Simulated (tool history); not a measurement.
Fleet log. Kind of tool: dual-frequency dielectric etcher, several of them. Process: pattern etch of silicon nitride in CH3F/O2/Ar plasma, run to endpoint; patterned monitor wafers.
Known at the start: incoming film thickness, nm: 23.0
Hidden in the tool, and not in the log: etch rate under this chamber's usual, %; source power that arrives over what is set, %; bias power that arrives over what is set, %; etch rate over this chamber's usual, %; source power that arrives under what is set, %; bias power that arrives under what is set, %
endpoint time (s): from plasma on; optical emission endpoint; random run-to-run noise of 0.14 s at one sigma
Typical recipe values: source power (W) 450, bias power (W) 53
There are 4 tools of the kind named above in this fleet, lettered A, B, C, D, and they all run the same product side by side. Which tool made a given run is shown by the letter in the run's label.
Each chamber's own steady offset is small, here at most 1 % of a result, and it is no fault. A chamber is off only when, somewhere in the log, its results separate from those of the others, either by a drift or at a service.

| run | hour | source power (W) | bias power (W) | hours since the last wet clean | hours since the last source power generator calibration | hours since the last bias power generator calibration | endpoint time (s) |
|---|---|---|---|---|---|---|---|
| 1A | 8.7 | 450 | 53 | 45.9 | 1346.7 | 3021.9 | 35.090 |
| 2D | 13.9 | 450 | 53 | 213.6 | 2486.4 | 1769.2 | 34.795 |
| 3B | 20.8 | 450 | 53 | 310.9 | 1449.6 | 337.2 | 35.165 |
| 4C | 27.3 | 450 | 53 | 316.3 | 1771.6 | 3308.2 | 34.988 |
| 5A | 35.7 | 450 | 53 | 72.9 | 1373.7 | 3048.9 | 35.179 |
| 6C | 43.4 | 550 | 53 | 332.4 | 1787.7 | 3324.3 | 32.474 |
| 7B | 48.4 | 550 | 53 | 338.5 | 1477.2 | 364.8 | 32.508 |
| 8D | 55.8 | 550 | 53 | 255.5 | 2528.3 | 1811.1 | 32.378 |
| 9B | 60.5 | 550 | 53 | 350.6 | 1489.3 | 376.9 | 32.367 |
| 10C | 66.7 | 450 | 53 | 355.7 | 1811.0 | 3347.6 | 34.637 |
| 11D | 71.5 | 450 | 53 | 271.2 | 2544.0 | 1826.8 | 34.958 |
| 12A | 78.3 | 450 | 53 | 115.5 | 1416.3 | 3091.5 | 35.177 |
| 13A | 87.1 | 450 | 53 | 124.3 | 1425.1 | 3100.3 | 35.222 |
| 14C | 91.8 | 450 | 53 | 380.8 | 1836.1 | 3372.7 | 34.909 |
| 15D | 98.4 | 450 | 53 | 298.1 | 2570.9 | 1853.7 | 34.737 |
| 16B | 107.7 | 450 | 53 | 397.8 | 1536.5 | 424.1 | 35.228 |
| 17B | 112.7 | 450 | 53 | 402.8 | 1541.5 | 429.1 | 35.250 |
| 18A | 118.5 | 450 | 53 | 155.7 | 1456.5 | 3131.7 | 35.126 |
| 19C | 124.9 | 450 | 53 | 413.9 | 1869.2 | 3405.8 | 34.985 |
| 20D | 134.7 | 450 | 53 | 334.4 | 2607.2 | 1890.0 | 34.817 |
| 21A | 142.7 | 450 | 53 | 179.9 | 1480.7 | 3155.9 | 35.401 |
| 22C | 147.1 | 450 | 53 | 436.1 | 1891.4 | 3428.0 | 35.129 |
| 23D | 155.5 | 450 | 53 | 355.2 | 2628.0 | 1910.8 | 34.996 |
| 24B | 165.4 | 450 | 53 | 455.5 | 1594.2 | 481.8 | 35.426 |
| 25A | 172.2 | 520 | 53 | 209.4 | 1510.2 | 3185.4 | 33.329 |
| 26B | 176.6 | 520 | 53 | 466.7 | 1605.4 | 493.0 | 33.409 |
| 27D | 185.7 | 520 | 53 | 385.4 | 2658.2 | 1941.0 | 32.996 |
|  | 187.6 | chamber C: wet clean of the chamber |
| 28C | 193.3 | 520 | 53 | 5.8 | 1937.6 | 3474.2 | 33.093 |
| 29D | 199.2 | 510 | 63 | 398.9 | 2671.7 | 1954.5 | 31.546 |
| 30A | 205.8 | 510 | 63 | 243.0 | 1543.8 | 3219.0 | 31.717 |
| 31B | 213.9 | 510 | 63 | 504.0 | 1642.7 | 530.3 | 31.805 |
| 32C | 222.0 | 510 | 63 | 34.5 | 1966.3 | 3502.9 | 31.600 |
| 33A | 229.5 | 380 | 49 | 266.7 | 1567.5 | 3242.7 | 38.775 |
| 34D | 234.9 | 380 | 49 | 434.6 | 2707.4 | 1990.2 | 38.048 |
|  | 238.4 | chamber B: wet clean of the chamber |
| 35B | 245.0 | 380 | 49 | 6.6 | 1673.8 | 561.4 | 38.519 |
| 36C | 250.4 | 380 | 49 | 62.9 | 1994.7 | 3531.3 | 38.003 |

One chamber off, gauge drift, or nothing amiss beyond the chambers' own small offsets? If it is a chamber, which one, and what is the likeliest cause?

All chambers stay in line apart from their small fixed offsets, and the gauge does not drift.
